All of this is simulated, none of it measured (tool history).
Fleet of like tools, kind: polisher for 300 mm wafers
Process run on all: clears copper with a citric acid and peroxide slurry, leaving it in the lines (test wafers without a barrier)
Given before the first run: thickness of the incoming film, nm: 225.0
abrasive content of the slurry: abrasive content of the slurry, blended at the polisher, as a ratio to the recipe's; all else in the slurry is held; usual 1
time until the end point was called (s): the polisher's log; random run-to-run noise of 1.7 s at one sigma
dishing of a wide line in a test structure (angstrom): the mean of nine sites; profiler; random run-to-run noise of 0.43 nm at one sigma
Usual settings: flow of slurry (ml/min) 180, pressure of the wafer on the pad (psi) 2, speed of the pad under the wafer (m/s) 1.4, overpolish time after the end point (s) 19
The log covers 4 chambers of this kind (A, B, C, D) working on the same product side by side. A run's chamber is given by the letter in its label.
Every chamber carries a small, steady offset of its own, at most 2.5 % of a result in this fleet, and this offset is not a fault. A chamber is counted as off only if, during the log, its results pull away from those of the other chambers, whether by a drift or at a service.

run,day,flow of slurry (ml/min),pressure of the wafer on the pad (psi),speed of the pad under the wafer (m/s),abrasive content of the slurry,overpolish time after the end point (s),time until the end point was called (s),dishing of a wide line in a test structure (angstrom)
1A,0.329,180,2,1.4,1,19,127.28,236.77
2D,0.7,180,2,1.4,1,19,122.82,236.05
3B,0.896,180,2,1.4,1,19,126.55,239.34
# day 1.096: chamber C: worn pad replaced by a new one
4C,1.171,180,2,1.4,1,19,124.53,239.86
5D,1.4,180,2,1.62,1,19,107.2,264.51
6C,1.692,180,2,1.62,1,19,108.24,276.69
# day 1.871: chamber A: slurry blender recalibrated
7A,1.888,180,2,1.62,1,19,108.26,264.45
8B,2.217,180,2,1.62,1,19,107.46,271.66
# day 2.288: chamber B: slurry blender recalibrated
9A,2.412,180,2,1.4,1,19,122.73,237.67
# day 2.421: chamber D: slurry blender recalibrated
10B,2.583,180,2,1.4,1,19,122.16,230.59
# day 2.85: chamber B: worn pad replaced by a new one
11D,2.958,180,2,1.4,1,19,125.49,233.95
12C,3.233,180,2,1.4,1,19,125.83,239.06
# day 3.242: chamber D: worn pad replaced by a new one
13C,3.596,180,2,1.4,1,19,125.46,243.18
14B,3.883,180,2,1.4,1,19,127.79,237.44
15D,4.183,180,2,1.4,1,19,127.96,234.19
16A,4.388,180,2,1.02,1,19,164.91,190.66
17B,4.675,180,2,1.02,1,19,167.63,177.76
18C,4.925,180,2,1.02,1,19,167.81,182.9
19A,5.146,180,2,1.02,1,19,163.36,183.09
# day 5.254: chamber C: slurry blender recalibrated
20D,5.329,180,2,1.4,1,19,126.11,241.07
21C,5.633,180,2,1.76,1,19,101.95,291.4
22A,5.904,180,2,1.76,1,19,93.647,293.08
23B,6.162,180,2,1.76,1,19,98.517,282.15
# day 6.238: chamber A: worn pad replaced by a new one
# day 6.475: chamber D: slurry blender recalibrated
24D,6.475,180,2,1.76,1,19,98.988,297.77
25D,6.858,180,2,1.4,1,19,123.36,237.76
26B,7.079,180,2,1.4,1,19,124.51,236.17
# day 7.175: chamber B: worn pad replaced by a new one
27C,7.304,180,2,1.4,1,19,124.72,242.4
28A,7.625,180,2,1.4,1,19,114.09,245.39
# day 7.717: chamber B: slurry blender recalibrated
29A,7.933,180,2,1.4,1,19,113.64,258.29
30B,8.125,180,2,1.4,1,19,126.37,241.97
31D,8.375,180,2,1.4,1,19,125.03,233.79
32C,8.579,180,2,1.4,1,19,124.94,246.09

All 4 chambers run these settings next. Forecast each chamber's results:
33A,8.854,180,2,1.4,1,19,?,?
33B,8.854,180,2,1.4,1,19,?,?
33C,8.854,180,2,1.4,1,19,?,?
33D,8.854,180,2,1.4,1,19,?,?

run,time until the end point was called (s),dishing of a wide line in a test structure (angstrom)
33A,111.94,250
33B,126.32,237.86
33C,121.3,239.27
33D,127.64,231.52

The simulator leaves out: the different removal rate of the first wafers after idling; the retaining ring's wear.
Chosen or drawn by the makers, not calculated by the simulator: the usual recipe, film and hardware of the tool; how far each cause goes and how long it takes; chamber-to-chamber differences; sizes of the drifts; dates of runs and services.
